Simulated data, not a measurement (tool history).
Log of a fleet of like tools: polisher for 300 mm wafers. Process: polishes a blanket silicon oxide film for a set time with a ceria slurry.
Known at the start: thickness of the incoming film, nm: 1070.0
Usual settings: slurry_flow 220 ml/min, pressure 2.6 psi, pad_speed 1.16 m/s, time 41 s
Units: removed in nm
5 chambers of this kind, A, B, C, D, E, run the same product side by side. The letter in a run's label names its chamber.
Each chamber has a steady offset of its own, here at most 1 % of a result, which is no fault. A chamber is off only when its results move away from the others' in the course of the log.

| run | day | slurry_flow | pressure | pad_speed | time | removed |
|---|---|---|---|---|---|---|
| 1C | 0.35 | 220 | 2.6 | 1.16 | 41 | 209.21 |
| 2D | 0.812 | 220 | 2.6 | 1.16 | 41 | 205.69 |
| 3B | 1.392 | 220 | 2.6 | 1.16 | 41 | 210.01 |
|  | 1.542 | chamber A: worn pad replaced by a new one |
| 4A | 1.854 | 220 | 2.6 | 1.16 | 41 | 205.08 |
|  | 2.412 | chamber B: worn pad replaced by a new one |
| 5E | 2.421 | 220 | 2.6 | 1.16 | 41 | 208.7 |
| 6A | 2.879 | 220 | 2.6 | 1.16 | 41 | 202.66 |
| 7E | 3.404 | 220 | 2.6 | 1.16 | 41 | 206.53 |
|  | 3.642 | chamber E: worn pad replaced by a new one |
| 8D | 3.721 | 220 | 2.6 | 1.16 | 41 | 203.83 |
| 9B | 4.133 | 220 | 2.6 | 1.16 | 41 | 206.85 |
|  | 4.258 | chamber C: worn pad replaced by a new one |
|  | 4.562 | chamber C: slurry nozzle cleaned |
| 10C | 4.562 | 220 | 2.6 | 1.16 | 41 | 206.88 |
| 11D | 4.833 | 220 | 2.6 | 1.16 | 41 | 203.49 |
| 12A | 5.167 | 220 | 2.6 | 1.16 | 41 | 204.18 |
| 13B | 5.692 | 220 | 2.6 | 1.16 | 41 | 206.56 |
| 14C | 6.088 | 220 | 2.6 | 1.16 | 41 | 207.25 |
| 15E | 6.475 | 220 | 2.6 | 1.16 | 41 | 206.8 |
| 16C | 6.821 | 220 | 2.6 | 1.16 | 41 | 204.99 |
|  | 7.229 | chamber B: worn pad replaced by a new one |
| 17E | 7.283 | 220 | 2.6 | 1.16 | 41 | 209.64 |
|  | 7.533 | chamber B: head pressure recalibrated |
| 18B | 7.771 | 220 | 2.6 | 1.16 | 41 | 204.4 |
|  | 8.129 | chamber A: worn pad replaced by a new one |
| 19A | 8.217 | 165 | 2.6 | 1.16 | 41 | 198.06 |
| 20D | 8.704 | 165 | 2.6 | 1.16 | 41 | 184.43 |
|  | 9.192 | chamber B: slurry nozzle cleaned |
| 21C | 9.3 | 165 | 2.6 | 1.16 | 41 | 197.71 |
|  | 9.392 | chamber C: worn pad replaced by a new one |
| 22A | 9.646 | 165 | 2.6 | 1.16 | 41 | 196.27 |
|  | 9.954 | chamber E: worn pad replaced by a new one |
| 23E | 10.142 | 165 | 2.6 | 1.16 | 41 | 197.56 |
| 24D | 10.633 | 220 | 2.6 | 1.16 | 41 | 198.39 |
| 25B | 11.212 | 220 | 2.6 | 1.16 | 41 | 202.72 |
| 26D | 11.617 | 220 | 2.6 | 1.16 | 41 | 192.36 |
| 27B | 11.888 | 220 | 2.6 | 1.16 | 41 | 205.72 |
|  | 12.142 | chamber B: worn pad replaced by a new one |
| 28A | 12.254 | 220 | 3.2 | 1.16 | 50 | 303.91 |
| 29E | 12.725 | 220 | 3.2 | 1.16 | 50 | 313.98 |
| 30C | 13.225 | 220 | 3.2 | 1.16 | 50 | 309.11 |
| 31B | 13.7 | 220 | 3.2 | 1.16 | 50 | 306.47 |
| 32A | 14.238 | 220 | 3.2 | 1.16 | 50 | 308.13 |
|  | 14.296 | chamber C: slurry nozzle cleaned |
| 33E | 14.821 | 220 | 2.6 | 1.16 | 41 | 204.95 |
|  | 15.125 | chamber A: worn pad replaced by a new one |
| 34D | 15.333 | 220 | 2.6 | 1.16 | 41 | 186.89 |
|  | 15.517 | chamber C: worn pad replaced by a new one |
|  | 15.683 | chamber E: worn pad replaced by a new one |
| 35C | 15.862 | 220 | 2.2 | 1.16 | 41 | 175 |
| 36A | 16.367 | 220 | 2.2 | 1.16 | 41 | 173.84 |
| 37C | 16.933 | 220 | 2.2 | 1.16 | 41 | 176.04 |
| 38B | 17.525 | 220 | 2.2 | 1.16 | 41 | 175.23 |
| 39D | 18.075 | 220 | 2.2 | 1.16 | 41 | 154.53 |
| 40E | 18.562 | 220 | 2.6 | 1.16 | 29 | 143.35 |
| 41D | 19.133 | 220 | 2.6 | 1.16 | 29 | 129.19 |

All 5 chambers run these settings next. Forecast each chamber's results:
| 42A | 19.558 | 220 | 2.6 | 1.16 | 36 | ? |
| 42B | 19.558 | 220 | 2.6 | 1.16 | 36 | ? |
| 42C | 19.558 | 220 | 2.6 | 1.16 | 36 | ? |
| 42D | 19.558 | 220 | 2.6 | 1.16 | 36 | ? |
| 42E | 19.558 | 220 | 2.6 | 1.16 | 36 | ? |

| run | removed |
|---|---|
| 42A | 178.81 |
| 42B | 181.93 |
| 42C | 183.02 |
| 42D | 159.94 |
| 42E | 179.76 |

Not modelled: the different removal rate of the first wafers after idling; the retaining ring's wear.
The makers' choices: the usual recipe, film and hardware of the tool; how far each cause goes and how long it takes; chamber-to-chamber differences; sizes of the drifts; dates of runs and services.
